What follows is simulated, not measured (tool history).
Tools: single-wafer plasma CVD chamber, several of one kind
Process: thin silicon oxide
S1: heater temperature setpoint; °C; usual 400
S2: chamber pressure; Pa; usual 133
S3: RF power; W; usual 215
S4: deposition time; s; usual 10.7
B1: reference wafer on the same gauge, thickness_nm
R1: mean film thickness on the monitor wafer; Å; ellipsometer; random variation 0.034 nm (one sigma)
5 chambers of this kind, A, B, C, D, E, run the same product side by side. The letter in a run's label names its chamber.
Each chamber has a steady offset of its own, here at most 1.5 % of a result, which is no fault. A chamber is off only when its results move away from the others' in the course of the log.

{"run": "1E", "day": 0.179, "S1": 400, "S2": 133, "S3": 215, "S4": 10.7, "B1": 18.813, "R1": 202.29}
{"run": "2C", "day": 0.296, "S1": 400, "S2": 133, "S3": 215, "S4": 10.7, "B1": 18.796, "R1": 205.28}
{"run": "3B", "day": 0.454, "S1": 400, "S2": 133, "S3": 215, "S4": 10.7, "B1": 18.821, "R1": 203.53}
{"run": "4D", "day": 0.596, "S1": 400, "S2": 133, "S3": 215, "S4": 10.7, "B1": 18.81, "R1": 204.0}
{"run": "5A", "day": 0.692, "S1": 400, "S2": 133, "S3": 215, "S4": 10.7, "B1": 18.817, "R1": 206.43}
{"run": "6B", "day": 0.817, "S1": 400, "S2": 133, "S3": 245, "S4": 10.7, "B1": 18.818, "R1": 216.55}
{"run": "7E", "day": 0.971, "S1": 400, "S2": 133, "S3": 245, "S4": 10.7, "B1": 18.816, "R1": 214.87}
{"run": "8D", "day": 1.129, "S1": 400, "S2": 133, "S3": 245, "S4": 10.7, "B1": 18.824, "R1": 216.34}
{"run": "9C", "day": 1.288, "S1": 400, "S2": 133, "S3": 245, "S4": 10.7, "B1": 18.828, "R1": 218.99}
{"run": "10A", "day": 1.421, "S1": 400, "S2": 133, "S3": 245, "S4": 10.7, "B1": 18.834, "R1": 219.52}
{"run": "11C", "day": 1.6, "S1": 400, "S2": 133, "S3": 215, "S4": 10.7, "B1": 18.838, "R1": 205.09}
{"run": "12B", "day": 1.712, "S1": 400, "S2": 133, "S3": 215, "S4": 10.7, "B1": 18.845, "R1": 204.32}
{"run": "13A", "day": 1.846, "S1": 400, "S2": 133, "S3": 215, "S4": 10.7, "B1": 18.844, "R1": 206.65}
{"run": "14E", "day": 1.962, "S1": 400, "S2": 133, "S3": 215, "S4": 10.7, "B1": 18.846, "R1": 202.95}
{"run": "15D", "day": 2.138, "S1": 400, "S2": 133, "S3": 215, "S4": 10.7, "B1": 18.845, "R1": 203.38}
{"run": "16C", "day": 2.271, "S1": 400, "S2": 133, "S3": 215, "S4": 8.7, "B1": 18.85, "R1": 167.21}
{"run": "17E", "day": 2.4, "S1": 400, "S2": 133, "S3": 215, "S4": 8.7, "B1": 18.856, "R1": 164.6}
{"run": "18B", "day": 2.575, "S1": 400, "S2": 133, "S3": 215, "S4": 8.7, "B1": 18.855, "R1": 166.77}
{"run": "19D", "day": 2.729, "S1": 400, "S2": 133, "S3": 215, "S4": 8.7, "B1": 18.857, "R1": 165.26}
{"run": "20A", "day": 2.917, "S1": 400, "S2": 133, "S3": 215, "S4": 8.7, "B1": 18.864, "R1": 168.88}
{"run": "21B", "day": 3.021, "S1": 400, "S2": 133, "S3": 200, "S4": 12.7, "B1": 18.867, "R1": 234.25}
{"day": 3.179, "done": "chamber C: thermocouple changed; heater temperature recalibrated"}
{"run": "22E", "day": 3.221, "S1": 400, "S2": 133, "S3": 200, "S4": 12.7, "B1": 18.871, "R1": 232.83}
{"run": "23A", "day": 3.358, "S1": 400, "S2": 133, "S3": 200, "S4": 12.7, "B1": 18.877, "R1": 237.8}
{"run": "24D", "day": 3.546, "S1": 400, "S2": 133, "S3": 200, "S4": 12.7, "B1": 18.889, "R1": 233.09}
{"run": "25C", "day": 3.754, "S1": 400, "S2": 133, "S3": 200, "S4": 12.7, "B1": 18.88, "R1": 235.61}
{"run": "26D", "day": 3.883, "S1": 400, "S2": 133, "S3": 215, "S4": 10.7, "B1": 18.894, "R1": 204.08}
{"run": "27E", "day": 4.075, "S1": 400, "S2": 133, "S3": 180, "S4": 10.7, "B1": 18.882, "R1": 186.03}
{"run": "28A", "day": 4.196, "S1": 400, "S2": 133, "S3": 180, "S4": 10.7, "B1": 18.887, "R1": 190.38}
{"run": "29C", "day": 4.3, "S1": 400, "S2": 133, "S3": 180, "S4": 10.7, "B1": 18.897, "R1": 188.29}
{"run": "30B", "day": 4.467, "S1": 400, "S2": 133, "S3": 180, "S4": 10.7, "B1": 18.895, "R1": 187.39}
{"run": "31A", "day": 4.642, "S1": 400, "S2": 133, "S3": 180, "S4": 10.7, "B1": 18.905, "R1": 190.23}
{"run": "32D", "day": 4.825, "S1": 400, "S2": 133, "S3": 215, "S4": 10.7, "B1": 18.909, "R1": 204.66}
{"run": "33E", "day": 4.938, "S1": 387, "S2": 133, "S3": 215, "S4": 10.7, "B1": 18.912, "R1": 204.85}
{"run": "34B", "day": 5.129, "S1": 387, "S2": 133, "S3": 215, "S4": 10.7, "B1": 18.918, "R1": 207.08}
{"run": "35C", "day": 5.275, "S1": 387, "S2": 133, "S3": 215, "S4": 10.7, "B1": 18.919, "R1": 208.84}
{"run": "36B", "day": 5.462, "S1": 387, "S2": 133, "S3": 215, "S4": 10.7, "B1": 18.916, "R1": 206.84}
{"run": "37C", "day": 5.588, "S1": 387, "S2": 133, "S3": 215, "S4": 10.7, "B1": 18.926, "R1": 208.31}
{"run": "38D", "day": 5.804, "S1": 400, "S2": 133, "S3": 215, "S4": 10.7, "B1": 18.929, "R1": 203.97}

What goes on in this fleet: one chamber off, a drifting gauge, or nothing beyond the chambers' own small offsets? Name the chamber and the cause, if any.

The gauge drifts, so all chambers seem to drift together. No chamber is off.
Cause: gauge reads high (%) = 0.691.
